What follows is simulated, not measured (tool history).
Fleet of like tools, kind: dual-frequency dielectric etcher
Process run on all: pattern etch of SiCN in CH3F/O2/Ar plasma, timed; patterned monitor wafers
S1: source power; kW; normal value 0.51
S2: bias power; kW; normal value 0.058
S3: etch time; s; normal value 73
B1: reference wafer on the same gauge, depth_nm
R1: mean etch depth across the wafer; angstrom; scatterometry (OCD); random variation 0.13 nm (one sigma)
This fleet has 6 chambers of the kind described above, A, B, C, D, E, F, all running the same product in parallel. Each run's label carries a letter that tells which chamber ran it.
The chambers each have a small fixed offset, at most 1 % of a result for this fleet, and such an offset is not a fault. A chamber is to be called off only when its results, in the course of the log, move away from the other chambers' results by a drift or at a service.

run,day,S1,S2,S3,B1,R1
1F,0.292,0.51,0.058,73,26.168,275.51
2A,0.533,0.51,0.058,73,26.19,277.02
# day 0.812: chamber B: wet clean of the chamber
# day 0.846: chamber E: bias power generator calibrated
3D,0.946,0.51,0.058,73,26.224,282.79
4C,1.171,0.51,0.058,73,26.21,279.42
5E,1.562,0.62,0.058,73,26.215,299.41
6B,1.875,0.62,0.058,73,26.246,301.75
7D,2.079,0.62,0.058,73,26.234,303.73
8E,2.296,0.62,0.058,73,26.191,299.89
9A,2.508,0.62,0.058,73,26.197,298.81
10F,2.796,0.62,0.058,73,26.194,298.37
11B,3.154,0.51,0.058,73,26.211,278.95
12C,3.55,0.51,0.058,73,26.209,279.91
13D,3.9,0.51,0.058,73,26.195,280.84
14A,4.312,0.51,0.058,73,26.187,277.48
15B,4.746,0.51,0.058,73,26.206,281.34
16E,5.067,0.51,0.058,73,26.19,278.98
# day 5.408: chamber C: wet clean of the chamber
17C,5.421,0.51,0.058,73,26.2,263.22
18F,5.638,0.51,0.058,73,26.245,277.76
19C,5.938,0.51,0.058,73,26.189,265.42
20E,6.162,0.51,0.058,73,26.223,277.36
21F,6.425,0.51,0.058,73,26.208,277.21
22A,6.662,0.51,0.058,73,26.199,278.19
23D,6.925,0.51,0.058,73,26.218,281.89
24B,7.133,0.51,0.058,73,26.201,279.77
25C,7.396,0.51,0.058,65,26.208,234.28
26E,7.825,0.51,0.058,65,26.196,248.68
27A,8.088,0.51,0.058,65,26.201,246.46
28B,8.458,0.51,0.058,65,26.175,250.4
# day 8.638: chamber F: wet clean of the chamber
29F,8.829,0.51,0.058,65,26.196,247.88
30D,9.233,0.51,0.058,65,26.202,251.21
31A,9.571,0.51,0.058,73,26.179,277.1
32D,9.854,0.51,0.058,73,26.235,280.77
33C,10.104,0.51,0.058,73,26.225,262.83
34F,10.471,0.51,0.058,73,26.172,277.01
35E,10.758,0.51,0.058,73,26.182,279.4
36B,11.15,0.51,0.058,73,26.223,278.56

Is one chamber out of step, is the gauge drifting, or do the chambers differ by no more than their own small offsets? For an off chamber, give its letter and the likeliest cause.

After it was serviced, chamber C no longer matches the other chambers.
Cause: etch rate under this chamber's usual, % = 5.09.

Which of the 4 candidates below, each the usual settings with something changed and its results left as question marks, puts chamber C back in line with what the other chambers give on the usual settings?
A result is in line if it is within this distance of the other chambers' mean on the usual settings: R1 4.4 angstrom
37C-1,11.471,0.51,0.058,71,,?
37C-2,11.471,0.51,0.058,74.5,,?
37C-3,11.471,0.47,0.054,73,,?
37C-4,11.471,0.55,0.062,73,,?

Usual-settings mean across the other chambers: R1 279.03 angstrom
run,R1
37C-1,256.74
37C-2,269.4
37C-3,249.88
37C-4,277.8
The right change is 37C-4: it brings the chamber back within the allowed miss of the others.

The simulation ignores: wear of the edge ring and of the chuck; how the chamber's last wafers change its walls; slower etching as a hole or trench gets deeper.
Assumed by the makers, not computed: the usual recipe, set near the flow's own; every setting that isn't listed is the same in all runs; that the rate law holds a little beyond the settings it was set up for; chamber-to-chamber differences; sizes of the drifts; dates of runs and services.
